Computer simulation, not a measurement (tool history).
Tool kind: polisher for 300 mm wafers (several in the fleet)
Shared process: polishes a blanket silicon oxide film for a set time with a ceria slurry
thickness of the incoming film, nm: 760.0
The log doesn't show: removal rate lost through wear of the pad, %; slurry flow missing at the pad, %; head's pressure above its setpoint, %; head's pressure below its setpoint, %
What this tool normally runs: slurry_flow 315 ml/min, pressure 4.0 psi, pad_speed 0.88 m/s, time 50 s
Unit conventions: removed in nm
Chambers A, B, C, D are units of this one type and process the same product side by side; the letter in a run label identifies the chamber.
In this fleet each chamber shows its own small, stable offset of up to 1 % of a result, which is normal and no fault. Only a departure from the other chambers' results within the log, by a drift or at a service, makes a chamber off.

| run | hour | slurry_flow | pressure | pad_speed | time | wafers polished on this pad | hours since the slurry nozzle was cleaned | hours since the head pressure was calibrated | removed |
|---|---|---|---|---|---|---|---|---|---|
|  | 7.3 | chamber A: worn pad replaced by a new one |
|  | 8.8 | chamber D: worn pad replaced by a new one |
| 1C | 9.7 | 315 | 4.0 | 0.88 | 50 | 141 | 212.3 | 683.8 | 210.66 |
|  | 10.1 | chamber B: worn pad replaced by a new one |
| 2B | 20.4 | 315 | 4.0 | 0.88 | 50 | 116 | 424.3 | 127.4 | 210.68 |
| 3A | 31.1 | 315 | 4.0 | 0.88 | 50 | 269 | 569.2 | 143.3 | 209.19 |
| 4D | 43.7 | 315 | 4.0 | 0.88 | 50 | 393 | 138.6 | 1084.9 | 206.33 |
| 5B | 53.5 | 315 | 4.0 | 0.88 | 61 | 489 | 457.4 | 160.5 | 258.38 |
| 6C | 62.7 | 315 | 4.0 | 0.88 | 61 | 738 | 265.3 | 736.8 | 257.91 |
| 7D | 74.5 | 315 | 4.0 | 0.88 | 61 | 740 | 169.4 | 1115.7 | 253.21 |
| 8A | 84.5 | 315 | 4.0 | 0.88 | 61 | 870 | 622.6 | 196.7 | 254.42 |
|  | 92.0 | chamber A: worn pad replaced by a new one |
| 9C | 93.2 | 315 | 4.0 | 0.88 | 50 | 1081 | 295.8 | 767.3 | 212.23 |
|  | 94.1 | chamber B: worn pad replaced by a new one |
|  | 96.5 | chamber C: worn pad replaced by a new one |
| 10B | 102.6 | 315 | 4.0 | 0.88 | 50 | 96 | 506.5 | 209.6 | 207.69 |
|  | 106.7 | chamber D: worn pad replaced by a new one |
| 11D | 117.2 | 315 | 4.0 | 0.88 | 50 | 118 | 212.1 | 1158.4 | 205.15 |
|  | 127.1 | chamber B: slurry nozzle cleaned |
| 12A | 129.3 | 315 | 4.0 | 0.88 | 50 | 420 | 667.4 | 241.5 | 210.51 |
| 13A | 139.2 | 315 | 4.0 | 0.88 | 50 | 532 | 677.3 | 251.4 | 208.51 |
|  | 139.6 | chamber D: slurry nozzle cleaned |
| 14C | 147.0 | 315 | 4.0 | 0.88 | 50 | 569 | 349.6 | 821.1 | 210.48 |
| 15B | 153.6 | 315 | 4.0 | 0.88 | 50 | 671 | 26.5 | 260.6 | 208.92 |
| 16D | 168.3 | 315 | 4.6 | 0.88 | 50 | 694 | 28.8 | 1209.5 | 239.32 |
|  | 177.9 | chamber B: worn pad replaced by a new one |
| 17A | 180.2 | 315 | 4.6 | 0.88 | 50 | 994 | 718.3 | 292.4 | 236.76 |
|  | 184.0 | chamber C: worn pad replaced by a new one |
|  | 184.1 | chamber A: slurry nozzle cleaned |
|  | 186.2 | chamber A: worn pad replaced by a new one |
| 18D | 188.6 | 315 | 4.6 | 0.88 | 50 | 923 | 49.1 | 1229.8 | 238.32 |
|  | 189.1 | chamber D: worn pad replaced by a new one |
| 19C | 196.3 | 315 | 4.6 | 0.88 | 50 | 138 | 398.9 | 870.4 | 246.02 |
| 20B | 209.3 | 315 | 4.0 | 0.88 | 50 | 354 | 82.2 | 316.3 | 208.90 |
| 21B | 218.2 | 315 | 4.0 | 0.74 | 50 | 454 | 91.1 | 325.2 | 176.71 |
| 22D | 231.6 | 315 | 4.0 | 0.74 | 50 | 479 | 92.1 | 1272.8 | 172.26 |
| 23C | 238.7 | 315 | 4.0 | 0.74 | 50 | 616 | 441.3 | 912.8 | 179.46 |
| 24A | 247.2 | 315 | 4.0 | 0.74 | 50 | 687 | 63.2 | 359.4 | 174.80 |
|  | 255.9 | chamber B: worn pad replaced by a new one |
| 25B | 262.3 | 315 | 4.0 | 0.88 | 50 | 73 | 135.2 | 369.3 | 210.23 |
| 26D | 269.2 | 255 | 4.0 | 0.66 | 50 | 903 | 129.7 | 1310.4 | 150.23 |
|  | 271.7 | chamber C: worn pad replaced by a new one |
| 27A | 276.5 | 255 | 4.0 | 0.66 | 50 | 1017 | 92.5 | 388.7 | 154.77 |
|  | 277.3 | chamber A: worn pad replaced by a new one |
|  | 281.0 | chamber A: head pressure recalibrated |
|  | 283.2 | chamber D: worn pad replaced by a new one |
| 28C | 284.4 | 255 | 4.0 | 0.66 | 50 | 143 | 487.0 | 958.5 | 155.18 |
| 29A | 297.2 | 255 | 4.0 | 0.66 | 50 | 225 | 113.2 | 16.3 | 172.64 |
| 30B | 306.6 | 315 | 4.0 | 0.88 | 50 | 572 | 179.5 | 413.6 | 203.17 |
| 31C | 319.3 | 315 | 4.0 | 0.88 | 50 | 536 | 521.9 | 993.4 | 205.89 |
| 32D | 330.8 | 315 | 4.0 | 0.88 | 50 | 536 | 191.3 | 1372.0 | 200.93 |
|  | 336.9 | chamber B: worn pad replaced by a new one |
| 33D | 339.6 | 315 | 4.0 | 0.88 | 50 | 635 | 200.1 | 1380.8 | 205.62 |
|  | 346.7 | chamber C: worn pad replaced by a new one |
|  | 353.4 | chamber A: worn pad replaced by a new one |
| 34B | 354.8 | 315 | 4.0 | 0.88 | 50 | 201 | 227.7 | 461.8 | 207.35 |
| 35A | 366.9 | 315 | 4.0 | 0.88 | 50 | 152 | 182.9 | 86.0 | 235.06 |
|  | 375.0 | chamber D: worn pad replaced by a new one |
| 36C | 375.7 | 315 | 4.0 | 0.88 | 50 | 327 | 578.3 | 1049.8 | 209.78 |
| 37C | 387.9 | 315 | 4.0 | 0.88 | 50 | 464 | 590.5 | 1062.0 | 210.61 |
| 38A | 397.2 | 315 | 4.0 | 0.88 | 50 | 493 | 213.2 | 116.3 | 232.29 |
| 39B | 410.9 | 315 | 4.0 | 1.04 | 35 | 833 | 283.8 | 517.9 | 172.07 |
|  | 416.3 | chamber D: slurry nozzle cleaned |
| 40D | 423.0 | 315 | 4.0 | 1.04 | 35 | 541 | 6.8 | 1464.2 | 170.60 |
| 41C | 435.0 | 315 | 4.0 | 1.04 | 35 | 995 | 637.6 | 1109.1 | 173.57 |

Read the log: is a single chamber off, either drifting away or since a service, is the gauge that measures every chamber drifting, or is nothing wrong beyond small per-chamber offsets? Name any odd chamber and what most likely caused it.

Chamber A has stood off from the others ever since a service on it.
Cause: head's pressure above its setpoint, % = 12.

Here are 4 candidates for chamber A's next run, each the usual settings with a change, their results left as question marks. Which one brings its results back in line with what the others give on the usual settings?
Counts as in line when no further than this from what the other chambers average on the usual settings: removed 7.40 nm
| 42A-1 | 445.9 | 315 | 4.1 | 0.90 | 50 |  |  |  | ? |
| 42A-2 | 445.9 | 315 | 4.0 | 0.92 | 53 |  |  |  | ? |
| 42A-3 | 445.9 | 315 | 3.9 | 0.86 | 50 |  |  |  | ? |
| 42A-4 | 445.9 | 315 | 4.0 | 0.84 | 47 |  |  |  | ? |

Average result of the remaining chambers running the usual settings: removed 208.33 nm
| run | removed |
|---|---|
| 42A-1 | 246.18 |
| 42A-2 | 260.28 |
| 42A-3 | 223.71 |
| 42A-4 | 210.64 |
Change 42A-4 lands the chamber within the allowed miss of the other chambers.
